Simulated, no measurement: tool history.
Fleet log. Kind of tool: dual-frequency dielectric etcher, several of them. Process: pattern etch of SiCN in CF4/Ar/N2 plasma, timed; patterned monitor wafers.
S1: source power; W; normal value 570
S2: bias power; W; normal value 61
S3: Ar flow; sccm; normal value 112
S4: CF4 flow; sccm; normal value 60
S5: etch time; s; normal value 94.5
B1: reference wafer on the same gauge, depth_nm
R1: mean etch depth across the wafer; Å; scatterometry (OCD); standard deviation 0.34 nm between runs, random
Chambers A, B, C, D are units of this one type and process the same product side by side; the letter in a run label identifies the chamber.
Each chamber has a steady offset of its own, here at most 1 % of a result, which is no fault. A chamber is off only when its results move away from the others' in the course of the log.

-- hour=8.8 chamber A: CF4 flow controller replaced
run 1C hour=14.7 | S1=570 S2=61 S3=112 S4=60 S5=94.5 | B1=96.901 | R1=909.56
run 2A hour=27.2 | S1=570 S2=61 S3=112 S4=60 S5=94.5 | B1=96.854 | R1=903.30
-- hour=30.6 chamber A: source power generator calibrated
run 3B hour=39.3 | S1=570 S2=61 S3=112 S4=60 S5=94.5 | B1=96.779 | R1=909.23
run 4D hour=53.5 | S1=570 S2=61 S3=112 S4=60 S5=94.5 | B1=96.922 | R1=911.33
run 5C hour=60.8 | S1=570 S2=61 S3=99 S4=60 S5=75.0 | B1=96.940 | R1=734.59
run 6D hour=68.1 | S1=570 S2=61 S3=99 S4=60 S5=75.0 | B1=96.900 | R1=737.24
run 7B hour=81.2 | S1=570 S2=61 S3=99 S4=60 S5=75.0 | B1=96.934 | R1=746.63
run 8A hour=91.5 | S1=570 S2=61 S3=99 S4=60 S5=75.0 | B1=96.878 | R1=731.99
-- hour=101.3 chamber B: wet clean of the chamber
run 9A hour=103.9 | S1=570 S2=61 S3=112 S4=60 S5=94.5 | B1=96.835 | R1=905.42
run 10B hour=112.3 | S1=570 S2=61 S3=112 S4=60 S5=94.5 | B1=96.875 | R1=919.14
run 11C hour=127.3 | S1=570 S2=61 S3=112 S4=60 S5=94.5 | B1=96.979 | R1=904.28
run 12D hour=139.0 | S1=570 S2=61 S3=112 S4=60 S5=94.5 | B1=96.906 | R1=908.15
run 13D hour=150.2 | S1=660 S2=61 S3=112 S4=60 S5=94.5 | B1=96.995 | R1=1030.30
run 14B hour=159.4 | S1=660 S2=61 S3=112 S4=60 S5=94.5 | B1=96.966 | R1=1046.30
run 15A hour=166.4 | S1=660 S2=61 S3=112 S4=60 S5=94.5 | B1=96.903 | R1=1026.90
run 16C hour=182.2 | S1=660 S2=61 S3=112 S4=60 S5=94.5 | B1=96.848 | R1=1031.50
run 17B hour=198.0 | S1=570 S2=61 S3=112 S4=60 S5=94.5 | B1=96.943 | R1=925.73
-- hour=205.3 chamber A: wet clean of the chamber
run 18C hour=207.9 | S1=570 S2=61 S3=112 S4=60 S5=94.5 | B1=96.949 | R1=901.57
run 19D hour=217.5 | S1=570 S2=61 S3=112 S4=60 S5=94.5 | B1=96.839 | R1=902.80
run 20A hour=229.1 | S1=570 S2=61 S3=112 S4=60 S5=94.5 | B1=96.857 | R1=911.07
run 21B hour=238.5 | S1=570 S2=61 S3=112 S4=60 S5=94.5 | B1=96.885 | R1=926.10
-- hour=242.9 chamber D: wet clean of the chamber
run 22A hour=250.6 | S1=570 S2=61 S3=112 S4=60 S5=94.5 | B1=96.865 | R1=901.95
run 23C hour=257.7 | S1=570 S2=61 S3=112 S4=66 S5=105.0 | B1=96.915 | R1=1022.10
run 24D hour=272.3 | S1=570 S2=61 S3=112 S4=66 S5=105.0 | B1=96.970 | R1=1025.10
run 25B hour=285.9 | S1=570 S2=61 S3=112 S4=66 S5=105.0 | B1=96.942 | R1=1046.40
run 26D hour=298.0 | S1=570 S2=61 S3=112 S4=66 S5=105.0 | B1=96.911 | R1=1024.90
run 27C hour=310.7 | S1=570 S2=61 S3=112 S4=60 S5=94.5 | B1=96.865 | R1=905.64
-- hour=319.3 chamber C: wet clean of the chamber
run 28A hour=325.1 | S1=570 S2=61 S3=112 S4=60 S5=94.5 | B1=96.838 | R1=906.01
run 29B hour=339.2 | S1=570 S2=61 S3=112 S4=60 S5=94.5 | B1=96.873 | R1=931.72
run 30C hour=351.2 | S1=570 S2=61 S3=90 S4=60 S5=94.5 | B1=96.902 | R1=945.19
run 31D hour=363.3 | S1=570 S2=61 S3=90 S4=60 S5=94.5 | B1=96.881 | R1=946.69
run 32A hour=379.5 | S1=570 S2=61 S3=90 S4=60 S5=94.5 | B1=96.879 | R1=935.61
run 33C hour=394.4 | S1=570 S2=61 S3=90 S4=60 S5=94.5 | B1=96.865 | R1=946.09
run 34A hour=409.7 | S1=570 S2=51 S3=93 S4=60 S5=94.5 | B1=96.921 | R1=882.67
run 35D hour=421.0 | S1=570 S2=51 S3=93 S4=60 S5=94.5 | B1=96.871 | R1=889.76
run 36B hour=428.6 | S1=570 S2=51 S3=93 S4=60 S5=94.5 | B1=96.903 | R1=909.10
run 37D hour=439.3 | S1=570 S2=51 S3=93 S4=60 S5=94.5 | B1=96.890 | R1=883.03
run 38B hour=455.6 | S1=570 S2=61 S3=112 S4=60 S5=94.5 | B1=96.853 | R1=942.05
run 39A hour=463.9 | S1=570 S2=61 S3=112 S4=60 S5=94.5 | B1=96.938 | R1=906.41
run 40C hour=472.0 | S1=570 S2=61 S3=112 S4=60 S5=94.5 | B1=96.956 | R1=900.82
run 41A hour=483.5 | S1=570 S2=61 S3=112 S4=60 S5=94.5 | B1=96.873 | R1=903.14

Predict what each chamber gives when all 4 of them run the settings below next.
run 42A hour=495.2 | S1=570 S2=61 S3=129 S4=60 S5=94.5 | R1=?
run 42B hour=495.2 | S1=570 S2=61 S3=129 S4=60 S5=94.5 | R1=?
run 42C hour=495.2 | S1=570 S2=61 S3=129 S4=60 S5=94.5 | R1=?
run 42D hour=495.2 | S1=570 S2=61 S3=129 S4=60 S5=94.5 | R1=?

run=42A R1=884.80
run=42B R1=917.72
run=42C R1=878.62
run=42D R1=890.74
